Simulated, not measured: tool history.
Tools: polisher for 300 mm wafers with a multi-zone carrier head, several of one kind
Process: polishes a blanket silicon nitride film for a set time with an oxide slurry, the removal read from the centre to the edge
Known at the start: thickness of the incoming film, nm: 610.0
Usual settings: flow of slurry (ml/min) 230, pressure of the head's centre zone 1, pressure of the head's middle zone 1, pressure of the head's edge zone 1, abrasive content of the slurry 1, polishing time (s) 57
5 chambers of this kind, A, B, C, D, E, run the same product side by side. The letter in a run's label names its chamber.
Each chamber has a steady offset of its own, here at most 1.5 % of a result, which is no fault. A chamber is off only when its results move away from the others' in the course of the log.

| run | hour | flow of slurry (ml/min) | pressure of the head's centre zone | pressure of the head's middle zone | pressure of the head's edge zone | abrasive content of the slurry | polishing time (s) | wafers polished on this pad | hours since the slurry nozzle was cleaned | hours since the centre zone pressure was calibrated | hours since the edge zone pressure was calibrated | film removed at the wafer's centre (Å) | film removed at mid-radius (Å) | film removed at the wafer's edge (Å) |
|---|---|---|---|---|---|---|---|---|---|---|---|---|---|---|
| 1C | 4 | 230 | 1 | 1 | 1 | 1 | 57 | 124 | 195.8 | 486 | 377.2 | 411.48 | 402.29 | 411.78 |
| 2D | 8.4 | 230 | 1 | 1 | 1 | 1 | 57 | 863 | 103.9 | 193.3 | 510.2 | 400.45 | 401.77 | 395.68 |
| 3A | 13.2 | 230 | 1 | 1 | 1 | 1 | 57 | 614 | 161.4 | 336.5 | 541.8 | 404.37 | 407.07 | 407.14 |
| 4E | 17 | 230 | 1 | 1 | 1 | 1 | 57 | 331 | 195.3 | 512.4 | 275.3 | 410.78 | 404.57 | 405.11 |
| 5B | 23.5 | 230 | 1 | 1 | 1 | 1 | 57 | 408 | 310.1 | 507.1 | 349.7 | 414.52 | 405.49 | 411.4 |
| 6D | 30.2 | 230 | 1 | 1 | 1 | 1 | 57 | 1029 | 125.7 | 215.1 | 532 | 399.67 | 406.08 | 396.1 |
|  | 30.5 | chamber C: centre zone pressure recalibrated |
| 7B | 36.5 | 230 | 1 | 1 | 1 | 1 | 57 | 507 | 323.1 | 520.1 | 362.7 | 396.19 | 403.78 | 411.5 |
|  | 37.2 | chamber A: worn pad replaced by a new one |
| 8E | 43.5 | 230 | 1 | 1 | 1 | 1 | 57 | 533 | 221.8 | 538.9 | 301.8 | 403.6 | 401.95 | 411.98 |
|  | 45.2 | chamber D: worn pad replaced by a new one |
| 9C | 49.2 | 230 | 1 | 1 | 1 | 1 | 57 | 469 | 241 | 18.8 | 422.4 | 413.86 | 409.05 | 416.51 |
| 10A | 55.6 | 230 | 1 | 1 | 1 | 1 | 57 | 140 | 203.8 | 378.9 | 584.2 | 405.22 | 404.87 | 400.5 |
| 11D | 59 | 230 | 1 | 1 | 1 | 1 | 57 | 105 | 154.5 | 243.9 | 560.8 | 407.09 | 402.9 | 402.5 |
| 12E | 63.2 | 230 | 1 | 1 | 1 | 1 | 57 | 684 | 241.5 | 558.6 | 321.5 | 406.95 | 410.55 | 411.14 |
| 13C | 66.6 | 230 | 1 | 1 | 1 | 1 | 57 | 602 | 258.4 | 36.2 | 439.8 | 414.29 | 407.37 | 415.89 |
| 14A | 70.7 | 230 | 1 | 1 | 1 | 1 | 57 | 256 | 218.9 | 394 | 599.3 | 409.39 | 409.1 | 399.52 |
| 15B | 76.6 | 230 | 1 | 1 | 1 | 1 | 57 | 813 | 363.2 | 560.2 | 402.8 | 406.17 | 404.34 | 406.88 |
| 16C | 82.9 | 230 | 1 | 1 | 1 | 1 | 57 | 726 | 274.7 | 52.5 | 456.1 | 412.93 | 406.41 | 395.81 |
| 17A | 86.4 | 230 | 1 | 1 | 1 | 1 | 57 | 375 | 234.6 | 409.7 | 615 | 405.91 | 406.39 | 416.42 |
|  | 86.9 | chamber E: worn pad replaced by a new one |
| 18B | 93 | 230 | 1 | 1 | 1 | 1 | 57 | 938 | 379.6 | 576.6 | 419.2 | 406.17 | 403.81 | 400.79 |
| 19E | 98.7 | 230 | 1 | 1 | 1 | 1 | 57 | 90 | 277 | 594.1 | 357 | 404.5 | 401.22 | 404.36 |
|  | 101.4 | chamber B: slurry nozzle cleaned |
| 20D | 102.9 | 230 | 1 | 1 | 1 | 1.2 | 57 | 441 | 198.4 | 287.8 | 604.7 | 442.21 | 440.25 | 431.87 |
| 21D | 107.2 | 230 | 1 | 1 | 1 | 1.2 | 57 | 473 | 202.7 | 292.1 | 609 | 431.94 | 434.55 | 433.35 |
| 22C | 111.2 | 230 | 1 | 1 | 1 | 1.2 | 57 | 942 | 303 | 80.8 | 484.4 | 443.93 | 438.79 | 433.99 |
| 23E | 114.6 | 230 | 1 | 1 | 1 | 1.2 | 57 | 211 | 292.9 | 610 | 372.9 | 436.37 | 438.45 | 445.85 |
|  | 118.2 | chamber B: worn pad replaced by a new one |
|  | 119.9 | chamber D: edge zone pressure recalibrated |
| 24A | 120.9 | 230 | 1 | 1 | 1 | 1.2 | 57 | 639 | 269.1 | 444.2 | 649.5 | 450.11 | 444.17 | 444.28 |
| 25B | 124.7 | 230 | 1 | 1 | 1 | 1 | 57 | 50 | 23.3 | 608.3 | 450.9 | 402.33 | 402.12 | 412.61 |
| 26B | 128.5 | 230 | 1 | 1 | 1 | 1 | 57 | 79 | 27.1 | 612.1 | 454.7 | 404.44 | 406.02 | 419.69 |
| 27E | 133.3 | 230 | 1 | 1 | 1 | 0.8 | 57 | 354 | 311.6 | 628.7 | 391.6 | 354.02 | 365.78 | 363.99 |
| 28D | 136.4 | 230 | 1 | 1 | 1 | 0.8 | 57 | 696 | 231.9 | 321.3 | 16.5 | 360.42 | 362.68 | 355.77 |
| 29A | 140.5 | 230 | 1 | 1 | 1 | 0.8 | 57 | 789 | 288.7 | 463.8 | 669.1 | 359.97 | 362.79 | 355.77 |
| 30C | 146.1 | 230 | 1 | 1 | 1 | 0.8 | 57 | 1209 | 337.9 | 115.7 | 519.3 | 367.56 | 360.48 | 366.9 |
|  | 148.6 | chamber A: worn pad replaced by a new one |
| 31D | 149.7 | 230 | 1 | 1 | 1 | 0.8 | 57 | 798 | 245.2 | 334.6 | 29.8 | 360.12 | 360.79 | 358.86 |
| 32C | 156.1 | 230 | 1 | 1 | 1 | 1 | 57 | 1285 | 347.9 | 125.7 | 529.3 | 406.62 | 407.6 | 399.59 |
|  | 157.2 | chamber C: worn pad replaced by a new one |
| 33B | 160.4 | 230 | 1 | 1 | 1 | 1 | 57 | 322 | 59 | 644 | 486.6 | 404 | 403.99 | 408.69 |
| 34A | 164.3 | 230 | 1 | 1 | 1 | 1 | 57 | 120 | 312.5 | 487.6 | 692.9 | 403.94 | 408.01 | 406.94 |
| 35E | 170.1 | 230 | 1.05 | 1 | 1 | 1 | 57 | 635 | 348.4 | 665.5 | 428.4 | 433.86 | 404.88 | 401.47 |
| 36D | 173.7 | 230 | 1.05 | 1 | 1 | 1 | 57 | 981 | 269.2 | 358.6 | 53.8 | 428.09 | 401.43 | 404.11 |
|  | 177.3 | chamber E: worn pad replaced by a new one |
| 37C | 180 | 230 | 1.05 | 1 | 1 | 1 | 57 | 174 | 371.8 | 149.6 | 553.2 | 430.67 | 408.03 | 405.62 |
| 38B | 185.6 | 230 | 1.05 | 1 | 1 | 1 | 57 | 515 | 84.2 | 669.2 | 511.8 | 424.78 | 403.41 | 405.44 |
| 39E | 189.9 | 230 | 1.05 | 1 | 1 | 1 | 57 | 96 | 368.2 | 685.3 | 448.2 | 427.91 | 400.45 | 410.03 |
| 40A | 195.6 | 230 | 1 | 1 | 1 | 1.15 | 70 | 359 | 343.8 | 518.9 | 724.2 | 527.38 | 531.59 | 537.93 |
| 41E | 201.4 | 230 | 1 | 1 | 1 | 1.15 | 70 | 184 | 379.7 | 696.8 | 459.7 | 523.33 | 521.61 | 528.17 |

What goes on in this fleet: one chamber off, a drifting gauge, or nothing beyond the chambers' own small offsets? Name the chamber and the cause, if any.

No chamber stands off beyond its own small offset, and the gauge holds steady.
